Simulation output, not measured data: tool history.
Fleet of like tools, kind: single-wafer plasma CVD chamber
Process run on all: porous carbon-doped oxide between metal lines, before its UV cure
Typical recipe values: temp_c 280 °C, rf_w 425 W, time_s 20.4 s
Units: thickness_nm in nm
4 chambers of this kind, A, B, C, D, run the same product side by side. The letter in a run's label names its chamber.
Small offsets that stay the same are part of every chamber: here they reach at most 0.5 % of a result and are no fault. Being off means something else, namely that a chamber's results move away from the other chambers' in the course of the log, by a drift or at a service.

| run | hour | temp_c | rf_w | time_s | hours since the last thermocouple change | hours since the last RF generator calibration | read-back reference wafer on the same gauge, thickness_nm | thickness_nm |
|---|---|---|---|---|---|---|---|---|
| 1A | 6.7 | 280 | 425 | 20.4 | 576.4 | 14.3 | 119.01 | 112.49 |
| 2D | 13 | 280 | 425 | 20.4 | 1177 | 737.8 | 119.01 | 112.34 |
| 3B | 22.1 | 280 | 425 | 20.4 | 1249.9 | 753.1 | 119.02 | 112.5 |
| 4C | 31.8 | 280 | 425 | 20.4 | 124.9 | 353.2 | 119.09 | 112.6 |
| 5D | 43.1 | 280 | 425 | 20.4 | 1207.1 | 767.9 | 119.06 | 112.4 |
| 6A | 49.7 | 280 | 425 | 20.4 | 619.4 | 57.3 | 119.09 | 112.38 |
| 7C | 60.3 | 280 | 425 | 20.4 | 153.4 | 381.7 | 119.13 | 112.73 |
| 8B | 70.3 | 280 | 425 | 20.4 | 1298.1 | 801.3 | 119.11 | 112.63 |
| 9A | 81.6 | 280 | 425 | 20.4 | 651.3 | 89.2 | 119.16 | 112.15 |
| 10C | 89 | 280 | 425 | 20.4 | 182.1 | 410.4 | 119.13 | 112.6 |
| 11B | 95.9 | 280 | 425 | 20.4 | 1323.7 | 826.9 | 119.21 | 112.69 |
| 12D | 102 | 280 | 425 | 20.4 | 1266 | 826.8 | 119.19 | 112.49 |
| 13D | 111.9 | 280 | 425 | 20.4 | 1275.9 | 836.7 | 119.21 | 112.46 |
| 14C | 122.4 | 280 | 425 | 20.4 | 215.5 | 443.8 | 119.22 | 112.84 |
| 15A | 132.8 | 280 | 425 | 20.4 | 702.5 | 140.4 | 119.26 | 112.67 |
| 16B | 143.3 | 280 | 425 | 20.4 | 1371.1 | 874.3 | 119.31 | 112.78 |
| 17D | 148.3 | 280 | 505 | 17.7 | 1312.3 | 873.1 | 119.32 | 110.83 |
| 18C | 155.5 | 280 | 505 | 17.7 | 248.6 | 476.9 | 119.35 | 111.96 |
| 19B | 165.5 | 280 | 505 | 17.7 | 1393.3 | 896.5 | 119.37 | 111.37 |
| 20A | 176.4 | 280 | 505 | 17.7 | 746.1 | 184 | 119.4 | 111.19 |
| 21C | 182.2 | 280 | 425 | 20.4 | 275.3 | 503.6 | 119.35 | 112.89 |
| 22A | 191.1 | 280 | 425 | 20.4 | 760.8 | 198.7 | 119.42 | 112.56 |
| 23B | 199.4 | 280 | 425 | 20.4 | 1427.2 | 930.4 | 119.44 | 113.18 |
| 24D | 207.4 | 280 | 425 | 20.4 | 1371.4 | 932.2 | 119.41 | 112.71 |
| 25B | 218.1 | 280 | 360 | 23.3 | 1445.9 | 949.1 | 119.47 | 112.78 |
| 26D | 225.6 | 280 | 360 | 23.3 | 1389.6 | 950.4 | 119.49 | 112.69 |
| 27C | 234.6 | 280 | 360 | 23.3 | 327.7 | 556 | 119.53 | 112.18 |
| 28A | 241.7 | 280 | 360 | 23.3 | 811.4 | 249.3 | 119.49 | 112.18 |
| 29A | 250.7 | 280 | 425 | 20.4 | 820.4 | 258.3 | 119.54 | 112.49 |
| 30B | 258.8 | 280 | 425 | 20.4 | 1486.6 | 989.8 | 119.5 | 112.86 |
|  | 259.9 | chamber B: thermocouple changed; heater temperature recalibrated |
| 31C | 269.8 | 280 | 425 | 20.4 | 362.9 | 591.2 | 119.58 | 113.13 |
| 32D | 279.4 | 280 | 460 | 23.6 | 1443.4 | 1004.2 | 119.62 | 137.76 |
| 33C | 286 | 280 | 460 | 23.6 | 379.1 | 607.4 | 119.58 | 138.55 |
| 34B | 294.5 | 280 | 460 | 23.6 | 34.6 | 1025.5 | 119.63 | 137.82 |
| 35D | 304.1 | 280 | 460 | 23.6 | 1468.1 | 1028.9 | 119.67 | 137.82 |
| 36A | 315.1 | 280 | 425 | 20.4 | 884.8 | 322.7 | 119.7 | 112.69 |
| 37A | 324.4 | 280 | 425 | 20.4 | 894.1 | 332 | 119.72 | 112.67 |
| 38C | 329.4 | 280 | 425 | 20.4 | 422.5 | 650.8 | 119.67 | 113.27 |
| 39D | 338.5 | 280 | 395 | 20.4 | 1502.5 | 1063.3 | 119.69 | 106.89 |
| 40B | 349.5 | 280 | 395 | 20.4 | 89.6 | 1080.5 | 119.7 | 106.83 |
| 41C | 355.6 | 280 | 395 | 20.4 | 448.7 | 677 | 119.7 | 106.81 |

Decide between three cases: one chamber stands off from its peers, the gauge reading all wafers drifts, or nothing is wrong past each chamber's small offset. Where a chamber is off, say which and what most likely put it there.

No chamber is off; the gauge reading every chamber's wafers drifts, which makes the whole fleet appear to move together.
Likeliest cause: gauge reads high (%) = 0.632.

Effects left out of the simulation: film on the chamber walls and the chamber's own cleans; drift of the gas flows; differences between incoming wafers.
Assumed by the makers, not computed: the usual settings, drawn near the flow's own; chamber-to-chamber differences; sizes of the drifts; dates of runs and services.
